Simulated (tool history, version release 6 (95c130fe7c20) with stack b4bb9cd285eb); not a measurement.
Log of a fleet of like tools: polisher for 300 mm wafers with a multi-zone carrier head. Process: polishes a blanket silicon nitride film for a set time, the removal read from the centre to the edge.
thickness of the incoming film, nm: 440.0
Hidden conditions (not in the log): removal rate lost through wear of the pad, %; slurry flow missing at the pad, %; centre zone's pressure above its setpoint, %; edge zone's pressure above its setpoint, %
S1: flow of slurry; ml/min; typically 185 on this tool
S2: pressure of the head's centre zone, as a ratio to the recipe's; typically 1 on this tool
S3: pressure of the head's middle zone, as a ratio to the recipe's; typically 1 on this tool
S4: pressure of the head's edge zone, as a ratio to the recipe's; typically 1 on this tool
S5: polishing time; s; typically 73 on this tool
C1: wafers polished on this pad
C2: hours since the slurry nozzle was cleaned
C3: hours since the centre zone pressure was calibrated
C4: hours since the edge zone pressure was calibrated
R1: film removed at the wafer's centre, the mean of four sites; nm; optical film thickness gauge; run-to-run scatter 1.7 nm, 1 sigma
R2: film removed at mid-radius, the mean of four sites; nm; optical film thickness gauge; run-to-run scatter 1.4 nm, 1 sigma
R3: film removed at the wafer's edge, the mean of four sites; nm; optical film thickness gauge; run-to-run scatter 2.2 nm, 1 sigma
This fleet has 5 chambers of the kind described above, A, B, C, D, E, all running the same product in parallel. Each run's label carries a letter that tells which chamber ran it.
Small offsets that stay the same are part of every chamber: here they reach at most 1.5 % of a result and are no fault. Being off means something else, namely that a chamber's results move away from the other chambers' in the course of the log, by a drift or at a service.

run	day	S1	S2	S3	S4	S5	C1	C2	C3	C4	R1	R2	R3
1A	0.142	185	1	1	1	73	440	426.2	120.5	623.5	146.15	146.11	143.42
# day 0.208: chamber B: edge zone pressure recalibrated
2D	0.254	185	1	1	1	73	602	363.8	1041.1	335.2	146.98	147.23	149.81
3C	0.412	185	1	1	1	73	110	54	64.7	522.3	148.59	148.36	149.51
4B	0.608	185	1	1	1	73	1420	198.9	237.3	9.7	142.09	145.53	144.75
# day 0.667: chamber E: worn pad replaced by a new one
5E	0.742	185	1.11	1	1	73	11	32.3	478.7	105.3	168.33	148.46	143.62
6A	0.858	185	1.11	1	1	73	551	443.4	137.7	640.7	164.77	145.73	146.65
7B	1.054	185	1.11	1	1	73	1489	209.6	248	20.4	160.91	143.65	146.58
8D	1.179	185	1.11	1	1	73	745	386	1063.3	357.4	167.2	146.94	142.31
9E	1.275	185	1.11	1	1	73	94	45.1	491.5	118.1	166.86	147.13	144.47
10C	1.396	185	1	1	1	73	262	77.6	88.3	545.9	142.41	148.36	146.49
11D	1.512	185	1	1.07	0.96	73	797	394	1071.3	365.4	145.01	156.64	142
# day 1.612: chamber B: worn pad replaced by a new one
12B	1.625	185	1	1.07	0.96	73	2	223.3	261.7	34.1	143.62	155.2	142.76
13C	1.812	185	1	1.07	0.96	73	327	87.6	98.3	555.9	148.22	154.1	144.72
14E	2.017	185	1	1.07	0.96	73	208	62.9	509.3	135.9	144.95	157.71	146.85
15A	2.192	185	1	1.07	0.96	73	758	475.4	169.7	672.7	150.04	155.99	142.12
16C	2.288	185	1	1	1	73	400	99	109.7	567.3	145.9	147.16	148.64
17B	2.479	185	1	0.94	1	73	134	243.8	282.2	54.6	143.51	141.14	146.15
18D	2.571	185	1	0.94	1	73	961	419.4	1096.7	390.8	147.71	136.93	149.01
19E	2.75	185	1	0.94	1	73	322	80.5	526.9	153.5	148.91	139.12	147.96
20A	2.954	185	1	0.94	1	73	875	493.7	188	691	152.83	139.53	147.58
21C	3.092	185	1	0.94	1	73	524	118.3	129	586.6	145.54	138.73	145.33
22B	3.233	185	1	1	1	73	250	261.9	300.3	72.7	148.16	146.92	144.81
23E	3.342	185	1	1	1	73	413	94.7	541.1	167.7	145.07	146.39	146.72
# day 3.479: chamber C: worn pad replaced by a new one
24D	3.488	185	1	1	1	73	1102	441.4	1118.7	412.8	144.96	147.8	148.3
# day 3.671: chamber B: slurry nozzle cleaned
25A	3.671	185	1	1	1	73	986	510.9	205.2	708.2	157.66	145.46	151.4
26A	3.804	185	1	1	1	73	1007	514.1	208.4	711.4	157.72	145.36	147.64
27E	3.962	185	1	1	1	73	509	109.6	556	182.6	145.97	146.79	145.53
28B	4.071	185	1	1	1	73	380	9.7	320.4	92.8	144.43	147.05	145.51
29C	4.196	185	1.05	1	0.91	73	111	144.8	155.5	613.1	155.57	147.56	139.56
30D	4.321	185	1.05	1	0.91	73	1231	461.4	1138.7	432.8	152.51	148.65	137.68
# day 4.425: chamber A: worn pad replaced by a new one
31E	4.471	185	1.05	1	0.91	73	588	121.8	568.2	194.8	155.18	147.25	138.03
# day 4.554: chamber A: slurry nozzle cleaned
32D	4.662	185	1.05	1	0.91	73	1284	469.6	1146.9	441	155.48	147.85	139.94
33C	4.85	185	1.05	1	0.91	73	212	160.5	171.2	628.8	154.72	146.1	139.15
34A	5.062	185	1	1	1	73	99	12.3	238.6	741.6	161.45	145.12	149.95
35B	5.221	185	1	1	1	73	558	37.3	348	120.4	146.69	146.13	143.12
# day 5.271: chamber D: worn pad replaced by a new one
36D	5.379	185	1	1	1	73	17	486.8	1164.1	458.2	145.27	147.63	140.74

Which is it: a chamber that has drifted or been left off by a service, a gauge drift common to all chambers, or only each chamber's usual small offset? If a chamber is off, name it and its likeliest cause.

One chamber, A, drifts off from the rest bit by bit.
Likeliest cause: centre zone's pressure above its setpoint, % = 10.5.

Below are 4 candidate recipes for chamber A's next run, each the usual settings with a change, their results shown as question marks. Which of them brings A's results back in line with what the other chambers give on the usual settings?
A result is in line if it is within this distance of the other chambers' mean on the usual settings: R1 5.9 nm; R2 4.8 nm; R3 7.6 nm
37A-1	5.529	190	1.08	0.98	0.97	74					?	?	?
37A-2	5.529	180	0.92	1.02	1.03	72					?	?	?
37A-3	5.529	185	0.97	1.01	1.01	73					?	?	?
37A-4	5.529	185	1.03	0.99	0.99	73					?	?	?

What the other chambers average on the usual settings: R1 146.41 nm; R2 146.9 nm; R3 145.92 nm
run	R1	R2	R3
37A-1	177.7	145.96	145.12
37A-2	144.17	146.3	144.81
37A-3	155.52	147.56	145.77
37A-4	165.87	144.8	144.26
With 37A-2, the chamber falls back in line with the rest.

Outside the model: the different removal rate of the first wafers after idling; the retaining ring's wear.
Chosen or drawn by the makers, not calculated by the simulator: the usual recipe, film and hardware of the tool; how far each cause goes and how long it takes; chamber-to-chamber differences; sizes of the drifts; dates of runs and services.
